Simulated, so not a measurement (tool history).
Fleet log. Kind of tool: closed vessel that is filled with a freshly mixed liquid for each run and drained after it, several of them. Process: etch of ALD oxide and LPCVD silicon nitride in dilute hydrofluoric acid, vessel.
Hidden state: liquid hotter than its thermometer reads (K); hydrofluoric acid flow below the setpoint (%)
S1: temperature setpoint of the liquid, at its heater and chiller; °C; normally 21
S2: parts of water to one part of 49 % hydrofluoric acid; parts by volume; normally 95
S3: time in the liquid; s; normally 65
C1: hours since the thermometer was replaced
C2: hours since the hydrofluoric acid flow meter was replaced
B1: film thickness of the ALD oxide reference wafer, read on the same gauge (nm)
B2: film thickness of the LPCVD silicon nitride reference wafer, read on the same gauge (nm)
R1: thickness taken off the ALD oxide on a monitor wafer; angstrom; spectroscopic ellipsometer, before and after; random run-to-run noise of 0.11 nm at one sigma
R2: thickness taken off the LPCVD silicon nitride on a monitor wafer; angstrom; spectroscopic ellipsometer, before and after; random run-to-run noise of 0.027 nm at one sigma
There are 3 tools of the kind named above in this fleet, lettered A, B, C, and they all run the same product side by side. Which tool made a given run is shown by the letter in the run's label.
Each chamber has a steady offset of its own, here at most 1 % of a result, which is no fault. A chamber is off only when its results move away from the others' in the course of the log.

run,hour,S1,S2,S3,C1,C2,B1,B2,R1,R2
# hour 4.9: chamber B: hydrofluoric acid flow meter replaced
1C,5,21,95,65,559,1001.9,149.99,129.99,110.49,2.7276
2B,10.4,21,95,65,80.2,5.5,150,130.02,110.01,2.5487
3A,15.4,21,95,65,982.6,2469.1,150,130.02,110.12,2.5884
4A,18.8,21,95,65,986,2472.5,150,130.02,109.98,2.6684
5B,22.3,21,95,65,92.1,17.4,150,129.98,110.11,2.4687
6C,25.1,21,95,65,579.1,1022,149.98,129.98,109.72,2.5825
7B,27.9,21,95,65,97.7,23,150,130.03,111.31,2.8532
8A,30.9,21,95,65,998.1,2484.6,150,130.03,111.35,2.9463
9C,37.1,21,95,65,591.1,1034,150,129.96,109.98,2.5126
10B,42.8,21,95,65,112.6,37.9,149.99,130.01,111.78,2.7603
11A,48.4,21,95,65,1015.6,2502.1,150,129.99,110.36,2.3793
12C,51.8,21,95,65,605.8,1048.7,150.01,130,109.48,2.1891
13C,55.6,21,95,65,609.6,1052.5,149.99,130.01,109.57,2.5896
14B,60.3,21,95,50,130.1,55.4,150,130.01,84.212,2.2899
15A,65.4,21,95,50,1032.6,2519.1,149.99,130,84.873,1.8278
16A,68.5,21,95,50,1035.7,2522.2,149.99,130,83.553,2.0764
17C,73.9,21,95,65,627.9,1070.8,150.01,129.97,109.09,2.2895
18B,76.9,21,95,65,146.7,72,150.01,130.01,111.9,2.6075
19A,80.1,21,95,65,1047.3,2533.8,150.02,130,109.48,2.3884
20C,84.4,23.5,95,85,638.4,1081.3,150,130.01,158.75,3.9037
# hour 84.9: chamber A: hydrofluoric acid flow meter replaced
21B,87.3,23.5,95,85,157.1,82.4,150,130,163.5,3.971
22B,92.6,23.5,95,85,162.4,87.7,149.99,129.98,160.85,3.2596
23C,96.4,21,95,65,650.4,1093.3,150.02,130.01,109.34,2.4504
24A,101,21,95,65,1068.2,16.1,150,130.01,108.49,2.3852
25C,106.7,21,95,65,660.7,1103.6,150,129.99,110.08,2.5168
26A,110.1,21,95,65,1077.3,25.2,150.02,130,110.19,2.5927

Read the log: is a single chamber off, either drifting away or since a service, is the gauge that measures every chamber drifting, or is nothing wrong beyond small per-chamber offsets? Name any odd chamber and what most likely caused it.

No chamber is off and the gauge is stable; the differences are just each chamber's small, constant offset.
